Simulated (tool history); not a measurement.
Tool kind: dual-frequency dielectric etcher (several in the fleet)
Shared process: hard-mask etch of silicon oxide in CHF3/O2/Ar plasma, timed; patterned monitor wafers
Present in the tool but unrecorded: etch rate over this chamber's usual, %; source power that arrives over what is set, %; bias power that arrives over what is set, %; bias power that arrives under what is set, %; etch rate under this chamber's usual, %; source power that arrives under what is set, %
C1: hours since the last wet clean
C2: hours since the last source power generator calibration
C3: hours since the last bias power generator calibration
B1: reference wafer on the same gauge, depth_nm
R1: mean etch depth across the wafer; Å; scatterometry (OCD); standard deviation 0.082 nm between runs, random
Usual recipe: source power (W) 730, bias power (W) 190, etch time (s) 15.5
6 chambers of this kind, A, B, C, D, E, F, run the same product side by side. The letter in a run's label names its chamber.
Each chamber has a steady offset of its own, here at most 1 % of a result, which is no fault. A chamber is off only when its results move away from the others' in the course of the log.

{"run": "1E", "day": 0.3, "source power (W)": 730, "bias power (W)": 190, "etch time (s)": 15.5, "C1": 232.1, "C2": 1879, "C3": 1615.8, "B1": 31.982, "R1": 331.52}
{"run": "2D", "day": 0.929, "source power (W)": 730, "bias power (W)": 190, "etch time (s)": 15.5, "C1": 126.9, "C2": 133.2, "C3": 2303.1, "B1": 31.984, "R1": 338.96}
{"run": "3F", "day": 1.383, "source power (W)": 730, "bias power (W)": 190, "etch time (s)": 15.5, "C1": 203, "C2": 172.2, "C3": 1232.7, "B1": 31.998, "R1": 335.29}
{"run": "4A", "day": 2.012, "source power (W)": 730, "bias power (W)": 190, "etch time (s)": 15.5, "C1": 313.8, "C2": 1178.9, "C3": 1448, "B1": 31.978, "R1": 339.75}
{"run": "5C", "day": 2.396, "source power (W)": 730, "bias power (W)": 190, "etch time (s)": 15.5, "C1": 217.5, "C2": 1666.9, "C3": 2684.1, "B1": 31.997, "R1": 333.13}
{"run": "6B", "day": 2.988, "source power (W)": 730, "bias power (W)": 190, "etch time (s)": 15.5, "C1": 277.2, "C2": 1029.1, "C3": 760.5, "B1": 32.007, "R1": 334.7}
{"run": "7A", "day": 3.329, "source power (W)": 790, "bias power (W)": 190, "etch time (s)": 18.5, "C1": 345.4, "C2": 1210.5, "C3": 1479.6, "B1": 31.981, "R1": 419.26}
{"run": "8E", "day": 3.846, "source power (W)": 790, "bias power (W)": 190, "etch time (s)": 18.5, "C1": 317.2, "C2": 1964.1, "C3": 1700.9, "B1": 32.023, "R1": 407.26}
{"run": "9F", "day": 4.238, "source power (W)": 790, "bias power (W)": 190, "etch time (s)": 18.5, "C1": 271.5, "C2": 240.7, "C3": 1301.2, "B1": 31.991, "R1": 411.87}
{"day": 4.708, "done": "chamber E: source power generator calibrated"}
{"run": "10C", "day": 4.862, "source power (W)": 790, "bias power (W)": 190, "etch time (s)": 18.5, "C1": 276.7, "C2": 1726.1, "C3": 2743.3, "B1": 32.006, "R1": 409.24}
{"run": "11B", "day": 5.192, "source power (W)": 790, "bias power (W)": 190, "etch time (s)": 18.5, "C1": 330.1, "C2": 1082, "C3": 813.4, "B1": 32.022, "R1": 411.39}
{"run": "12D", "day": 5.512, "source power (W)": 790, "bias power (W)": 190, "etch time (s)": 18.5, "C1": 236.9, "C2": 243.2, "C3": 2413.1, "B1": 32, "R1": 416.34}
{"day": 5.879, "done": "chamber A: wet clean of the chamber"}
{"run": "13D", "day": 6.029, "source power (W)": 730, "bias power (W)": 190, "etch time (s)": 15.5, "C1": 249.3, "C2": 255.6, "C3": 2425.5, "B1": 32.004, "R1": 338.31}
{"run": "14B", "day": 6.438, "source power (W)": 730, "bias power (W)": 190, "etch time (s)": 15.5, "C1": 360, "C2": 1111.9, "C3": 843.3, "B1": 32.017, "R1": 334.68}
{"run": "15F", "day": 6.717, "source power (W)": 730, "bias power (W)": 190, "etch time (s)": 15.5, "C1": 331, "C2": 300.2, "C3": 1360.7, "B1": 32.006, "R1": 334.79}
{"run": "16A", "day": 7.246, "source power (W)": 860, "bias power (W)": 190, "etch time (s)": 15.5, "C1": 32.9, "C2": 1304.5, "C3": 1573.6, "B1": 31.991, "R1": 361.08}
{"day": 7.433, "done": "chamber C: bias power generator calibrated"}
{"run": "17E", "day": 7.758, "source power (W)": 860, "bias power (W)": 190, "etch time (s)": 15.5, "C1": 411.1, "C2": 73.3, "C3": 1794.8, "B1": 31.999, "R1": 354.49}
{"run": "18C", "day": 8.396, "source power (W)": 860, "bias power (W)": 190, "etch time (s)": 15.5, "C1": 361.5, "C2": 1810.9, "C3": 23.1, "B1": 32.006, "R1": 356.49}
{"day": 8.679, "done": "chamber B: wet clean of the chamber"}
{"run": "19D", "day": 8.942, "source power (W)": 860, "bias power (W)": 190, "etch time (s)": 15.5, "C1": 319.2, "C2": 325.5, "C3": 2495.4, "B1": 31.994, "R1": 362.12}
{"day": 9.25, "done": "chamber C: wet clean of the chamber"}
{"run": "20E", "day": 9.558, "source power (W)": 860, "bias power (W)": 190, "etch time (s)": 15.5, "C1": 454.3, "C2": 116.5, "C3": 1838, "B1": 32.014, "R1": 353.7}
{"run": "21A", "day": 9.971, "source power (W)": 860, "bias power (W)": 190, "etch time (s)": 15.5, "C1": 98.3, "C2": 1369.9, "C3": 1639, "B1": 32.013, "R1": 361.43}
{"run": "22F", "day": 10.396, "source power (W)": 730, "bias power (W)": 190, "etch time (s)": 15.5, "C1": 419.3, "C2": 388.5, "C3": 1449, "B1": 32.004, "R1": 336.06}
{"run": "23C", "day": 11.038, "source power (W)": 730, "bias power (W)": 190, "etch time (s)": 15.5, "C1": 42.9, "C2": 1874.3, "C3": 86.5, "B1": 32.021, "R1": 334.84}
{"run": "24B", "day": 11.65, "source power (W)": 730, "bias power (W)": 190, "etch time (s)": 15.5, "C1": 71.3, "C2": 1237, "C3": 968.4, "B1": 31.99, "R1": 335.31}
{"run": "25D", "day": 12.188, "source power (W)": 730, "bias power (W)": 190, "etch time (s)": 15.5, "C1": 397.1, "C2": 403.4, "C3": 2573.3, "B1": 31.992, "R1": 339.65}
{"run": "26E", "day": 12.754, "source power (W)": 860, "bias power (W)": 214, "etch time (s)": 15.5, "C1": 531, "C2": 193.2, "C3": 1914.7, "B1": 31.993, "R1": 367.31}
{"run": "27A", "day": 13.1, "source power (W)": 860, "bias power (W)": 214, "etch time (s)": 15.5, "C1": 173.4, "C2": 1445, "C3": 1714.1, "B1": 32.014, "R1": 376.26}
{"run": "28F", "day": 13.479, "source power (W)": 860, "bias power (W)": 214, "etch time (s)": 15.5, "C1": 493.3, "C2": 462.5, "C3": 1523, "B1": 31.987, "R1": 372.2}
{"run": "29C", "day": 13.958, "source power (W)": 860, "bias power (W)": 214, "etch time (s)": 15.5, "C1": 113, "C2": 1944.4, "C3": 156.6, "B1": 32.005, "R1": 370.06}
{"day": 14.358, "done": "chamber F: wet clean of the chamber"}
{"day": 14.454, "done": "chamber E: wet clean of the chamber"}
{"run": "30B", "day": 14.529, "source power (W)": 860, "bias power (W)": 214, "etch time (s)": 15.5, "C1": 140.4, "C2": 1306.1, "C3": 1037.5, "B1": 31.999, "R1": 370.85}
{"run": "31A", "day": 15.146, "source power (W)": 860, "bias power (W)": 214, "etch time (s)": 15.5, "C1": 222.5, "C2": 1494.1, "C3": 1763.2, "B1": 31.999, "R1": 376.42}
{"run": "32F", "day": 15.45, "source power (W)": 730, "bias power (W)": 190, "etch time (s)": 15.5, "C1": 26.2, "C2": 509.8, "C3": 1570.3, "B1": 31.995, "R1": 334}
{"run": "33C", "day": 15.938, "source power (W)": 730, "bias power (W)": 190, "etch time (s)": 15.5, "C1": 160.5, "C2": 1991.9, "C3": 204.1, "B1": 32.001, "R1": 334.75}
{"run": "34E", "day": 16.283, "source power (W)": 730, "bias power (W)": 190, "etch time (s)": 15.5, "C1": 43.9, "C2": 277.9, "C3": 1999.4, "B1": 31.993, "R1": 332.92}
{"day": 16.55, "done": "chamber D: wet clean of the chamber"}
{"run": "35D", "day": 16.842, "source power (W)": 730, "bias power (W)": 190, "etch time (s)": 15.5, "C1": 7, "C2": 515.1, "C3": 2685, "B1": 31.999, "R1": 341.69}
{"run": "36B", "day": 17.171, "source power (W)": 730, "bias power (W)": 190, "etch time (s)": 18, "C1": 203.8, "C2": 1369.5, "C3": 1100.9, "B1": 31.972, "R1": 389.45}

Next, every chamber runs the same settings. What will each give?
{"run": "37A", "day": 17.629, "source power (W)": 730, "bias power (W)": 190, "etch time (s)": 12, "R1": "?"}
{"run": "37B", "day": 17.629, "source power (W)": 730, "bias power (W)": 190, "etch time (s)": 12, "R1": "?"}
{"run": "37C", "day": 17.629, "source power (W)": 730, "bias power (W)": 190, "etch time (s)": 12, "R1": "?"}
{"run": "37D", "day": 17.629, "source power (W)": 730, "bias power (W)": 190, "etch time (s)": 12, "R1": "?"}
{"run": "37E", "day": 17.629, "source power (W)": 730, "bias power (W)": 190, "etch time (s)": 12, "R1": "?"}
{"run": "37F", "day": 17.629, "source power (W)": 730, "bias power (W)": 190, "etch time (s)": 12, "R1": "?"}

run=37A R1=262.83
run=37B R1=259.85
run=37C R1=259.22
run=37D R1=266.02
run=37E R1=257.85
run=37F R1=257.88

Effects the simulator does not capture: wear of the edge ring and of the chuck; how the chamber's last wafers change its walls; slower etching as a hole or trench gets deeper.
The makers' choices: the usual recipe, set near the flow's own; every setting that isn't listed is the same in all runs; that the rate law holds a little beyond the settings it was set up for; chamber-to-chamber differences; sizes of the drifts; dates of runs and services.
